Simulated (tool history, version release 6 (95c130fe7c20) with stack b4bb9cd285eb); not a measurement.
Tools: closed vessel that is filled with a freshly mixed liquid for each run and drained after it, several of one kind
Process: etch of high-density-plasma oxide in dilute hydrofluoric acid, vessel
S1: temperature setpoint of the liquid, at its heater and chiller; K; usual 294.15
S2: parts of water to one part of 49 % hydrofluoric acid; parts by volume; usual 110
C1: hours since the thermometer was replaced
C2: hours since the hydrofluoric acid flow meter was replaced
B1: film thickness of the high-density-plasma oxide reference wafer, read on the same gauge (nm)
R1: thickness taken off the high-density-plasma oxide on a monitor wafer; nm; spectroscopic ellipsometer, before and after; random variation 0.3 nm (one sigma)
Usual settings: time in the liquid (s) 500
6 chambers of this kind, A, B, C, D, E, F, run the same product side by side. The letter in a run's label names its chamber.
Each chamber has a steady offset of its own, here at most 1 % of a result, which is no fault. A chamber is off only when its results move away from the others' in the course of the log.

Run 1C, day 0.358: usual settings; C1 365.4; C2 248.3; B1 59.977. Result: R1 34.665 nm.
Run 2D, day 0.75: usual settings; C1 1114.8; C2 59.1; B1 59.966. Result: R1 34.175 nm.
Run 3E, day 1: usual settings; C1 291.2; C2 761.6; B1 60.003. Result: R1 34.754 nm.
Run 4B, day 1.388: usual settings; C1 202.8; C2 736.7; B1 59.986. Result: R1 34.787 nm.
Run 5A, day 1.767: usual settings; C1 776.8; C2 1415.2; B1 60.01. Result: R1 34.058 nm.
Run 6F, day 2.158: usual settings; C1 761.4; C2 1254.7; B1 60.011. Result: R1 33.726 nm.
Run 7A, day 2.479: usual settings; C1 793.9; C2 1432.3; B1 60.017. Result: R1 34.482 nm.
Run 8D, day 2.712: usual settings; C1 1161.9; C2 106.2; B1 59.965. Result: R1 33.784 nm.
Run 9F, day 3.004: usual settings; C1 781.7; C2 1275; B1 59.998. Result: R1 33.709 nm.
Run 10C, day 3.208: usual settings; C1 433.8; C2 316.7; B1 59.974. Result: R1 34.239 nm.
Run 11B, day 3.592: usual settings; C1 255.7; C2 789.6; B1 59.99. Result: R1 34.324 nm.
Run 12E, day 3.829: usual settings; C1 359.1; C2 829.5; B1 60.015. Result: R1 34.293 nm.
At day 3.962: chamber A: hydrofluoric acid flow meter replaced.
Run 13F, day 4.146: usual settings; C1 809.1; C2 1302.4; B1 59.996. Result: R1 33.73 nm.
Run 14B, day 4.404: usual settings; C1 275.2; C2 809.1; B1 60.022. Result: R1 34.084 nm.
Run 15A, day 4.771: usual settings; C1 848.9; C2 19.4; B1 60.007. Result: R1 33.664 nm.
Run 16E, day 5.092: usual settings; C1 389.4; C2 859.8; B1 60.06. Result: R1 34.296 nm.
Run 17D, day 5.312: usual settings; C1 1224.3; C2 168.6; B1 59.979. Result: R1 34.431 nm.
Run 18C, day 5.592: usual settings; C1 491; C2 373.9; B1 60.007. Result: R1 34.503 nm.
Run 19F, day 5.958: usual settings; C1 852.6; C2 1345.9; B1 60.001. Result: R1 32.997 nm.
Run 20C, day 6.262: usual settings; C1 507.1; C2 390; B1 59.983. Result: R1 34.125 nm.
Run 21A, day 6.454: usual settings; C1 889.3; C2 59.8; B1 60.008. Result: R1 34.203 nm.
Run 22B, day 6.829: usual settings; C1 333.4; C2 867.3; B1 60.003. Result: R1 34.064 nm.
Run 23E, day 7.058: usual settings but S1 290.15 K, time in the liquid (s) 790; C1 436.6; C2 907; B1 60.039. Result: R1 45.424 nm.
Run 24D, day 7.308: usual settings but S1 290.15 K, time in the liquid (s) 790; C1 1272.2; C2 216.5; B1 59.982. Result: R1 45.715 nm.
Run 25F, day 7.658: usual settings but S1 290.15 K, time in the liquid (s) 790; C1 893.4; C2 1386.7; B1 60.032. Result: R1 43.881 nm.
Run 26A, day 8.008: usual settings but S1 290.15 K, time in the liquid (s) 790; C1 926.6; C2 97.1; B1 60.001. Result: R1 46.831 nm.
Run 27D, day 8.238: usual settings but S1 290.15 K, time in the liquid (s) 790; C1 1294.5; C2 238.8; B1 60.032. Result: R1 45.626 nm.
Run 28C, day 8.475: usual settings but S1 290.15 K, time in the liquid (s) 790; C1 560.2; C2 443.1; B1 59.992. Result: R1 46.583 nm.
Run 29B, day 8.742: usual settings; C1 379.3; C2 913.2; B1 60.019. Result: R1 34.156 nm.
Run 30E, day 9.071: usual settings; C1 484.9; C2 955.3; B1 60. Result: R1 34.268 nm.
Run 31D, day 9.325: usual settings but S2 75 parts by volume, time in the liquid (s) 255; C1 1320.6; C2 264.9; B1 60.012. Result: R1 26.783 nm.
Run 32E, day 9.704: usual settings but S2 75 parts by volume, time in the liquid (s) 255; C1 500.1; C2 970.5; B1 60.017. Result: R1 26.968 nm.
Run 33F, day 10.054: usual settings but S2 75 parts by volume, time in the liquid (s) 255; C1 950.9; C2 1444.2; B1 59.974. Result: R1 24.626 nm.
Run 34C, day 10.258: usual settings but S2 75 parts by volume, time in the liquid (s) 255; C1 603; C2 485.9; B1 60.032. Result: R1 26.768 nm.
Run 35A, day 10.571: usual settings but S2 75 parts by volume, time in the liquid (s) 255; C1 988.1; C2 158.6; B1 59.993. Result: R1 26.482 nm.
Run 36B, day 10.95: usual settings but S2 75 parts by volume, time in the liquid (s) 255; C1 432.3; C2 966.2; B1 59.993. Result: R1 26.749 nm.
Run 37C, day 11.142: usual settings; C1 624.2; C2 507.1; B1 59.988. Result: R1 34.575 nm.
Run 38D, day 11.508: usual settings; C1 1373; C2 317.3; B1 59.974. Result: R1 34.541 nm.
Run 39B, day 11.788: usual settings but S2 80 parts by volume; C1 452.4; C2 986.3; B1 60.016. Result: R1 47.957 nm.
Run 40F, day 12.162: usual settings but S2 80 parts by volume; C1 1001.5; C2 1494.8; B1 60. Result: R1 44.875 nm.
Run 41A, day 12.45: usual settings but S2 80 parts by volume; C1 1033.2; C2 203.7; B1 60.026. Result: R1 48.07 nm.
Run 42E, day 12.762: usual settings but S2 80 parts by volume; C1 573.5; C2 1043.9; B1 59.975. Result: R1 49.348 nm.

What goes on in this fleet: one chamber off, a drifting gauge, or nothing beyond the chambers' own small offsets? Name the chamber and the cause, if any.

Chamber F drifts away from the others.
Cause: liquid colder than its thermometer reads (K) = 2.38.
The log may not tell that from: hydrofluoric acid flow below the setpoint (%).

Here are 4 candidates for chamber F's next run, each the usual settings with a change, their results left as question marks. Which one brings its results back in line with what the others give on the usual settings?
In line means no further than this from the other chambers' mean on the usual settings: R1 1 nm
Run 43F-1, day 13.05: usual settings but S2 130 parts by volume. Result: R1 ?.
Run 43F-2, day 13.05: usual settings but S2 105 parts by volume, time in the liquid (s) 525. Result: R1 ?.
Run 43F-3, day 13.05: usual settings but time in the liquid (s) 450. Result: R1 ?.
Run 43F-4, day 13.05: usual settings but time in the liquid (s) 600. Result: R1 ?.

The other chambers' mean on the usual settings: R1 34.288 nm
  run      R1
43F-1  25.816
43F-2  34.363
43F-3  27.983
43F-4  37.311
43F-2 brings the chamber back in line.

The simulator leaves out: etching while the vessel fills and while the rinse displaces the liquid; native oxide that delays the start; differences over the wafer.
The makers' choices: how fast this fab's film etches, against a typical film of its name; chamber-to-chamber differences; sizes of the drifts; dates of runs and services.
